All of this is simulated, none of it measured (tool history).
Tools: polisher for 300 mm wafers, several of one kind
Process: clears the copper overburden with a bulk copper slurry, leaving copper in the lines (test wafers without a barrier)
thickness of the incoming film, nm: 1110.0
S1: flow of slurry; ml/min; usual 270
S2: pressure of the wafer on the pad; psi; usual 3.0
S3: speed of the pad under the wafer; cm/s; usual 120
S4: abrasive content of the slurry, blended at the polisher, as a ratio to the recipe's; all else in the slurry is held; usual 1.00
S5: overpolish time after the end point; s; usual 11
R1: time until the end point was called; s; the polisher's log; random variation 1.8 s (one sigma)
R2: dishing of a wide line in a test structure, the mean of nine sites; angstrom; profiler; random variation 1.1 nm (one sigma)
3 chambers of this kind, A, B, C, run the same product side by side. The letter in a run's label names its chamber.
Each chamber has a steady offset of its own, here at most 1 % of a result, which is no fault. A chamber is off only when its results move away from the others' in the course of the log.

run,hour,S1,S2,S3,S4,S5,R1,R2
# hour 6.8: chamber A: worn pad replaced by a new one
1C,8.3,270,3.0,120,1.00,11,105.670,684.97
# hour 10.3: chamber B: worn pad replaced by a new one
2A,12.7,270,3.0,120,1.00,11,105.650,652.61
3B,20.4,270,3.0,120,1.00,11,108.450,655.14
4C,25.7,270,3.0,120,1.00,11,107.450,667.30
# hour 31.7: chamber C: worn pad replaced by a new one
5B,35.2,270,3.0,120,1.00,11,109.720,645.38
6A,41.2,270,3.0,120,1.00,11,105.230,659.80
# hour 42.2: chamber A: worn pad replaced by a new one
7C,49.2,270,3.0,120,1.00,11,105.690,669.60
8A,57.8,270,3.0,120,1.00,11,104.960,654.90
9B,67.2,180,2.2,120,1.00,11,157.810,481.82
10C,75.7,180,2.2,120,1.00,11,147.000,486.80
# hour 79.6: chamber A: worn pad replaced by a new one
11B,83.6,180,2.2,120,1.00,11,158.350,470.39
# hour 84.8: chamber C: worn pad replaced by a new one
12A,90.4,270,3.0,120,1.00,11,105.920,652.17
# hour 96.1: chamber C: slurry nozzle cleaned
# hour 96.7: chamber B: worn pad replaced by a new one
13A,97.8,270,3.0,120,1.00,11,103.890,671.04
14C,105.2,270,3.0,120,1.00,11,106.660,672.48
15B,111.2,270,3.0,120,1.00,11,112.900,620.56
16B,116.0,270,3.0,120,1.00,11,112.750,628.34
# hour 119.4: chamber A: worn pad replaced by a new one
17A,124.2,270,3.0,120,1.25,11,100.210,666.48
# hour 132.3: chamber C: worn pad replaced by a new one
18C,132.4,270,3.0,120,1.25,11,101.090,711.08
19B,142.3,270,3.0,120,1.25,11,110.840,645.12
20A,147.3,270,3.0,120,1.00,11,104.820,659.96

What goes on in this fleet: one chamber off, a drifting gauge, or nothing beyond the chambers' own small offsets? Name the chamber and the cause, if any.

Chamber B drifts away from the others.
Cause: head's pressure below its setpoint, % = 9.71.
The log may not tell that from: abrasive missing from the slurry, %.

Here are 4 candidates for chamber B's next run, each the usual settings with a change, their results left as question marks. Which one brings its results back in line with what the others give on the usual settings?
In line means no further than this from the other chambers' mean on the usual settings: R1 6.100 s; R2 39.00 angstrom
21B-1,154.5,270,2.8,114,1.00,11,?,?
21B-2,154.5,265,2.7,106,1.00,11,?,?
21B-3,154.5,270,3.2,126,1.00,11,?,?
21B-4,154.5,275,3.3,136,1.00,11,?,?

The other chambers' mean on the usual settings: R1 105.670 s; R2 667.02 angstrom
run,R1,R2
21B-1,134.030,547.90
21B-2,149.620,502.71
21B-3,106.290,657.47
21B-4,95.394,710.39
21B-3 brings the chamber back in line.
